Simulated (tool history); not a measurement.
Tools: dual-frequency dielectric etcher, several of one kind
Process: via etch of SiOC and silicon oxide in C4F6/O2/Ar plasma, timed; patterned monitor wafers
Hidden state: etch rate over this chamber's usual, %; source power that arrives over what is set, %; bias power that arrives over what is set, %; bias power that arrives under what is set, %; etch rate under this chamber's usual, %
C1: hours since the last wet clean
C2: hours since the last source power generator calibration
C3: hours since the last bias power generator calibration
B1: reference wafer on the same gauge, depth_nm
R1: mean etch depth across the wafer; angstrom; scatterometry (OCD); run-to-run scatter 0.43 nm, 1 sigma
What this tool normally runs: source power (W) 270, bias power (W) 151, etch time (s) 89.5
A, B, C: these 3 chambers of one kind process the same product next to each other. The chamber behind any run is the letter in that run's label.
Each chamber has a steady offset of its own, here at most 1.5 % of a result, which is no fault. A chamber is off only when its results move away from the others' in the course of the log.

{"run": "1A", "hour": 4.6, "source power (W)": 270, "bias power (W)": 151, "etch time (s)": 89.5, "C1": 131.9, "C2": 3169.2, "C3": 107.7, "B1": 74.961, "R1": 820.18}
{"run": "2C", "hour": 7.5, "source power (W)": 270, "bias power (W)": 151, "etch time (s)": 89.5, "C1": 105.1, "C2": 1391.1, "C3": 137.8, "B1": 74.994, "R1": 819.39}
{"run": "3B", "hour": 11.4, "source power (W)": 270, "bias power (W)": 151, "etch time (s)": 89.5, "C1": 285.5, "C2": 653.6, "C3": 1623.7, "B1": 74.858, "R1": 829.04}
{"run": "4A", "hour": 16.4, "source power (W)": 270, "bias power (W)": 151, "etch time (s)": 89.5, "C1": 143.7, "C2": 3181.0, "C3": 119.5, "B1": 74.868, "R1": 823.03}
{"run": "5B", "hour": 18.7, "source power (W)": 270, "bias power (W)": 151, "etch time (s)": 89.5, "C1": 292.8, "C2": 660.9, "C3": 1631.0, "B1": 74.964, "R1": 827.35}
{"run": "6C", "hour": 21.3, "source power (W)": 270, "bias power (W)": 151, "etch time (s)": 89.5, "C1": 118.9, "C2": 1404.9, "C3": 151.6, "B1": 74.937, "R1": 812.8}
{"run": "7A", "hour": 24.5, "source power (W)": 270, "bias power (W)": 151, "etch time (s)": 89.5, "C1": 151.8, "C2": 3189.1, "C3": 127.6, "B1": 74.882, "R1": 817.94}
{"run": "8B", "hour": 28.0, "source power (W)": 270, "bias power (W)": 151, "etch time (s)": 89.5, "C1": 302.1, "C2": 670.2, "C3": 1640.3, "B1": 74.956, "R1": 824.75}
{"run": "9C", "hour": 30.8, "source power (W)": 270, "bias power (W)": 151, "etch time (s)": 89.5, "C1": 128.4, "C2": 1414.4, "C3": 161.1, "B1": 74.814, "R1": 821.75}
{"run": "10C", "hour": 36.0, "source power (W)": 270, "bias power (W)": 151, "etch time (s)": 89.5, "C1": 133.6, "C2": 1419.6, "C3": 166.3, "B1": 74.987, "R1": 813.34}
{"run": "11A", "hour": 40.9, "source power (W)": 300, "bias power (W)": 151, "etch time (s)": 89.5, "C1": 168.2, "C2": 3205.5, "C3": 144.0, "B1": 74.976, "R1": 848.28}
{"run": "12B", "hour": 44.1, "source power (W)": 300, "bias power (W)": 151, "etch time (s)": 89.5, "C1": 318.2, "C2": 686.3, "C3": 1656.4, "B1": 74.969, "R1": 863.18}
{"run": "13C", "hour": 46.4, "source power (W)": 300, "bias power (W)": 151, "etch time (s)": 89.5, "C1": 144.0, "C2": 1430.0, "C3": 176.7, "B1": 74.978, "R1": 854.97}
{"run": "14B", "hour": 51.2, "source power (W)": 270, "bias power (W)": 151, "etch time (s)": 89.5, "C1": 325.3, "C2": 693.4, "C3": 1663.5, "B1": 74.942, "R1": 828.55}
{"run": "15A", "hour": 54.3, "source power (W)": 270, "bias power (W)": 151, "etch time (s)": 89.5, "C1": 181.6, "C2": 3218.9, "C3": 157.4, "B1": 74.938, "R1": 821.72}
{"run": "16A", "hour": 56.6, "source power (W)": 270, "bias power (W)": 131, "etch time (s)": 104.5, "C1": 183.9, "C2": 3221.2, "C3": 159.7, "B1": 75.002, "R1": 915.79}
{"run": "17C", "hour": 60.3, "source power (W)": 270, "bias power (W)": 131, "etch time (s)": 104.5, "C1": 157.9, "C2": 1443.9, "C3": 190.6, "B1": 74.97, "R1": 890.13}
{"run": "18B", "hour": 65.0, "source power (W)": 270, "bias power (W)": 131, "etch time (s)": 104.5, "C1": 339.1, "C2": 707.2, "C3": 1677.3, "B1": 74.933, "R1": 925.02}
{"run": "19A", "hour": 67.6, "source power (W)": 240, "bias power (W)": 178, "etch time (s)": 89.5, "C1": 194.9, "C2": 3232.2, "C3": 170.7, "B1": 74.889, "R1": 823.32}
{"run": "20C", "hour": 72.6, "source power (W)": 240, "bias power (W)": 178, "etch time (s)": 89.5, "C1": 170.2, "C2": 1456.2, "C3": 202.9, "B1": 74.867, "R1": 810.3}
{"run": "21B", "hour": 76.2, "source power (W)": 240, "bias power (W)": 178, "etch time (s)": 89.5, "C1": 350.3, "C2": 718.4, "C3": 1688.5, "B1": 74.935, "R1": 836.1}
{"run": "22A", "hour": 79.4, "source power (W)": 270, "bias power (W)": 151, "etch time (s)": 89.5, "C1": 206.7, "C2": 3244.0, "C3": 182.5, "B1": 74.883, "R1": 813.86}
{"run": "23C", "hour": 82.4, "source power (W)": 330, "bias power (W)": 176, "etch time (s)": 89.5, "C1": 180.0, "C2": 1466.0, "C3": 212.7, "B1": 74.882, "R1": 912.09}
{"run": "24B", "hour": 85.6, "source power (W)": 330, "bias power (W)": 176, "etch time (s)": 89.5, "C1": 359.7, "C2": 727.8, "C3": 1697.9, "B1": 74.922, "R1": 939.21}
{"run": "25B", "hour": 90.0, "source power (W)": 330, "bias power (W)": 176, "etch time (s)": 89.5, "C1": 364.1, "C2": 732.2, "C3": 1702.3, "B1": 74.944, "R1": 939.23}
{"run": "26A", "hour": 93.6, "source power (W)": 270, "bias power (W)": 134, "etch time (s)": 89.5, "C1": 220.9, "C2": 3258.2, "C3": 196.7, "B1": 74.875, "R1": 788.91}
{"run": "27C", "hour": 96.2, "source power (W)": 270, "bias power (W)": 134, "etch time (s)": 89.5, "C1": 193.8, "C2": 1479.8, "C3": 226.5, "B1": 74.819, "R1": 759.86}
{"run": "28C", "hour": 98.8, "source power (W)": 270, "bias power (W)": 134, "etch time (s)": 89.5, "C1": 196.4, "C2": 1482.4, "C3": 229.1, "B1": 74.854, "R1": 760.19}
{"run": "29A", "hour": 101.3, "source power (W)": 270, "bias power (W)": 151, "etch time (s)": 89.5, "C1": 228.6, "C2": 3265.9, "C3": 204.4, "B1": 74.866, "R1": 819.45}
{"run": "30B", "hour": 105.1, "source power (W)": 270, "bias power (W)": 151, "etch time (s)": 89.5, "C1": 379.2, "C2": 747.3, "C3": 1717.4, "B1": 74.861, "R1": 828.71}
{"run": "31C", "hour": 108.3, "source power (W)": 270, "bias power (W)": 151, "etch time (s)": 89.5, "C1": 205.9, "C2": 1491.9, "C3": 238.6, "B1": 74.909, "R1": 776.42}
{"run": "32B", "hour": 112.3, "source power (W)": 300, "bias power (W)": 151, "etch time (s)": 89.5, "C1": 386.4, "C2": 754.5, "C3": 1724.6, "B1": 74.894, "R1": 866.65}
{"run": "33A", "hour": 116.5, "source power (W)": 300, "bias power (W)": 151, "etch time (s)": 89.5, "C1": 243.8, "C2": 3281.1, "C3": 219.6, "B1": 74.827, "R1": 851.23}

All chambers now run identical settings, listed one chamber a line with results as question marks. What results will each chamber show?
{"run": "34A", "hour": 120.2, "source power (W)": 270, "bias power (W)": 151, "etch time (s)": 89.5, "R1": "?"}
{"run": "34B", "hour": 120.2, "source power (W)": 270, "bias power (W)": 151, "etch time (s)": 89.5, "R1": "?"}
{"run": "34C", "hour": 120.2, "source power (W)": 270, "bias power (W)": 151, "etch time (s)": 89.5, "R1": "?"}

run=34A R1=827.49
run=34B R1=830.42
run=34C R1=773.13

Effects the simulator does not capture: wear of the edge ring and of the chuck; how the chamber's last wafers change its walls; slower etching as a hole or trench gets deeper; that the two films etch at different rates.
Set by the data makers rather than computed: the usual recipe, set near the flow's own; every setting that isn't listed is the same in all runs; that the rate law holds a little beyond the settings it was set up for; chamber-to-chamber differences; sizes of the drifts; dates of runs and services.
